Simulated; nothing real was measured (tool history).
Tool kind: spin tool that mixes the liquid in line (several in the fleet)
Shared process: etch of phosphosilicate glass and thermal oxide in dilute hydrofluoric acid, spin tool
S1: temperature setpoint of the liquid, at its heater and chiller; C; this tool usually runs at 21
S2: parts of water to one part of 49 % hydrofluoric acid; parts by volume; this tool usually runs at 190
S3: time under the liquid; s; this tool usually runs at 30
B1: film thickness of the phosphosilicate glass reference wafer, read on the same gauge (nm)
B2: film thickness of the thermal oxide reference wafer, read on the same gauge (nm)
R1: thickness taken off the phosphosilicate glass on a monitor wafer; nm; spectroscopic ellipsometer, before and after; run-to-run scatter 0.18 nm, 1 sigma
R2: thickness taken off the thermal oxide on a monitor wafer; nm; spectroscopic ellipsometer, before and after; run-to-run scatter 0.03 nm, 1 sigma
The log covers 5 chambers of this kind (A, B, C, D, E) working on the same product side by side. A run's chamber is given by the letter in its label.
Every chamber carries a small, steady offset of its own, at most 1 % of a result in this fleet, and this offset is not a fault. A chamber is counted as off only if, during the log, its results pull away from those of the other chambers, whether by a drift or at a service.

Run 1A, hour 6.1: usual settings; B1 80.008; B2 130.02. Result: R1 22.029 nm, R2 0.63564 nm.
Run 2B, hour 9.6: usual settings; B1 80.027; B2 130.06. Result: R1 21.537 nm, R2 0.59150 nm.
Run 3D, hour 13.9: usual settings; B1 79.976; B2 130.01. Result: R1 21.651 nm, R2 0.56196 nm.
Run 4C, hour 20.6: usual settings; B1 79.943; B2 130.06. Result: R1 21.544 nm, R2 0.58355 nm.
Run 5E, hour 25.4: usual settings but S3 45 s; B1 79.970; B2 130.02. Result: R1 33.170 nm, R2 0.96987 nm.
Run 6D, hour 29.5: usual settings but S3 45 s; B1 79.940; B2 129.99. Result: R1 32.734 nm, R2 0.93322 nm.
At hour 30.8: chamber E: thermometer replaced.
Run 7B, hour 36.1: usual settings but S3 45 s; B1 80.000; B2 129.97. Result: R1 32.754 nm, R2 0.84434 nm.
Run 8E, hour 40.4: usual settings but S3 45 s; B1 80.033; B2 129.96. Result: R1 32.781 nm, R2 0.88150 nm.
Run 9C, hour 46.9: usual settings but S3 45 s; B1 79.991; B2 130.03. Result: R1 32.419 nm, R2 0.91451 nm.
Run 10A, hour 52.2: usual settings; B1 79.978; B2 130.04. Result: R1 21.560 nm, R2 0.60775 nm.
Run 11A, hour 55.3: usual settings; B1 79.946; B2 130.03. Result: R1 21.571 nm, R2 0.58747 nm.
Run 12D, hour 59.9: usual settings; B1 80.012; B2 129.98. Result: R1 21.540 nm, R2 0.64094 nm.
Run 13E, hour 66.0: usual settings; B1 79.951; B2 130.02. Result: R1 22.142 nm, R2 0.56356 nm.
Run 14B, hour 69.5: usual settings; B1 79.984; B2 130.00. Result: R1 21.793 nm, R2 0.56918 nm.
Run 15C, hour 72.9: usual settings; B1 80.038; B2 130.00. Result: R1 21.923 nm, R2 0.57725 nm.
Run 16C, hour 76.8: usual settings; B1 80.004; B2 130.00. Result: R1 21.935 nm, R2 0.62700 nm.
Run 17B, hour 80.3: usual settings; B1 80.037; B2 130.02. Result: R1 22.121 nm, R2 0.62948 nm.
Run 18E, hour 84.2: usual settings; B1 79.971; B2 129.98. Result: R1 21.757 nm, R2 0.61042 nm.
Run 19A, hour 88.7: usual settings; B1 80.045; B2 130.02. Result: R1 21.972 nm, R2 0.61289 nm.
Run 20D, hour 95.6: usual settings; B1 80.021; B2 130.03. Result: R1 21.743 nm, R2 0.63853 nm.
Run 21B, hour 99.3: usual settings; B1 80.021; B2 129.97. Result: R1 21.424 nm, R2 0.59349 nm.
Run 22E, hour 103.0: usual settings; B1 80.014; B2 130.04. Result: R1 21.966 nm, R2 0.59076 nm.
Run 23D, hour 106.9: usual settings; B1 80.019; B2 129.96. Result: R1 21.590 nm, R2 0.57273 nm.
Run 24C, hour 110.4: usual settings; B1 79.986; B2 130.06. Result: R1 21.727 nm, R2 0.55760 nm.
At hour 113.2: chamber E: hydrofluoric acid flow meter replaced.
Run 25A, hour 114.9: usual settings; B1 80.019; B2 129.97. Result: R1 22.044 nm, R2 0.57659 nm.
Run 26D, hour 117.9: usual settings; B1 79.989; B2 130.00. Result: R1 21.893 nm, R2 0.58761 nm.
Run 27C, hour 124.3: usual settings; B1 80.061; B2 129.97. Result: R1 21.718 nm, R2 0.57115 nm.
Run 28E, hour 130.7: usual settings; B1 79.992; B2 130.00. Result: R1 22.038 nm, R2 0.63146 nm.
Run 29B, hour 136.3: usual settings; B1 80.003; B2 130.05. Result: R1 21.500 nm, R2 0.54971 nm.
Run 30A, hour 139.6: usual settings but S1 26 C, S3 15 s; B1 80.012; B2 130.03. Result: R1 13.096 nm, R2 0.38881 nm.
Run 31A, hour 145.3: usual settings but S1 26 C, S3 15 s; B1 79.998; B2 130.03. Result: R1 13.313 nm, R2 0.38842 nm.
Run 32B, hour 151.0: usual settings but S1 26 C, S3 15 s; B1 80.013; B2 129.99. Result: R1 13.168 nm, R2 0.37713 nm.
Run 33E, hour 156.7: usual settings but S1 26 C, S3 15 s; B1 79.969; B2 130.00. Result: R1 13.320 nm, R2 0.33893 nm.
Run 34D, hour 160.3: usual settings but S1 26 C, S3 15 s; B1 80.001; B2 130.03. Result: R1 13.156 nm, R2 0.35082 nm.
Run 35C, hour 163.7: usual settings; B1 79.971; B2 130.03. Result: R1 21.474 nm, R2 0.62878 nm.
Run 36A, hour 167.4: usual settings; B1 79.968; B2 130.00. Result: R1 21.946 nm, R2 0.57023 nm.
Run 37E, hour 172.3: usual settings; B1 79.968; B2 130.02. Result: R1 21.861 nm, R2 0.57346 nm.
Run 38B, hour 176.2: usual settings; B1 79.939; B2 129.99. Result: R1 21.514 nm, R2 0.58824 nm.
Run 39D, hour 179.3: usual settings; B1 79.966; B2 129.96. Result: R1 21.980 nm, R2 0.61451 nm.

Next, all 5 chambers run the settings below, one line each with question marks for the results. What does each chamber give?
Run 40A, hour 184.3: usual settings but S3 50 s. Result: R1 ?, R2 ?.
Run 40B, hour 184.3: usual settings but S3 50 s. Result: R1 ?, R2 ?.
Run 40C, hour 184.3: usual settings but S3 50 s. Result: R1 ?, R2 ?.
Run 40D, hour 184.3: usual settings but S3 50 s. Result: R1 ?, R2 ?.
Run 40E, hour 184.3: usual settings but S3 50 s. Result: R1 ?, R2 ?.

run      R1       R2
40A  36.128  0.98991
40B  36.090  1.01920
40C  36.043  0.92757
40D  35.983  1.14080
40E  37.367  0.95659

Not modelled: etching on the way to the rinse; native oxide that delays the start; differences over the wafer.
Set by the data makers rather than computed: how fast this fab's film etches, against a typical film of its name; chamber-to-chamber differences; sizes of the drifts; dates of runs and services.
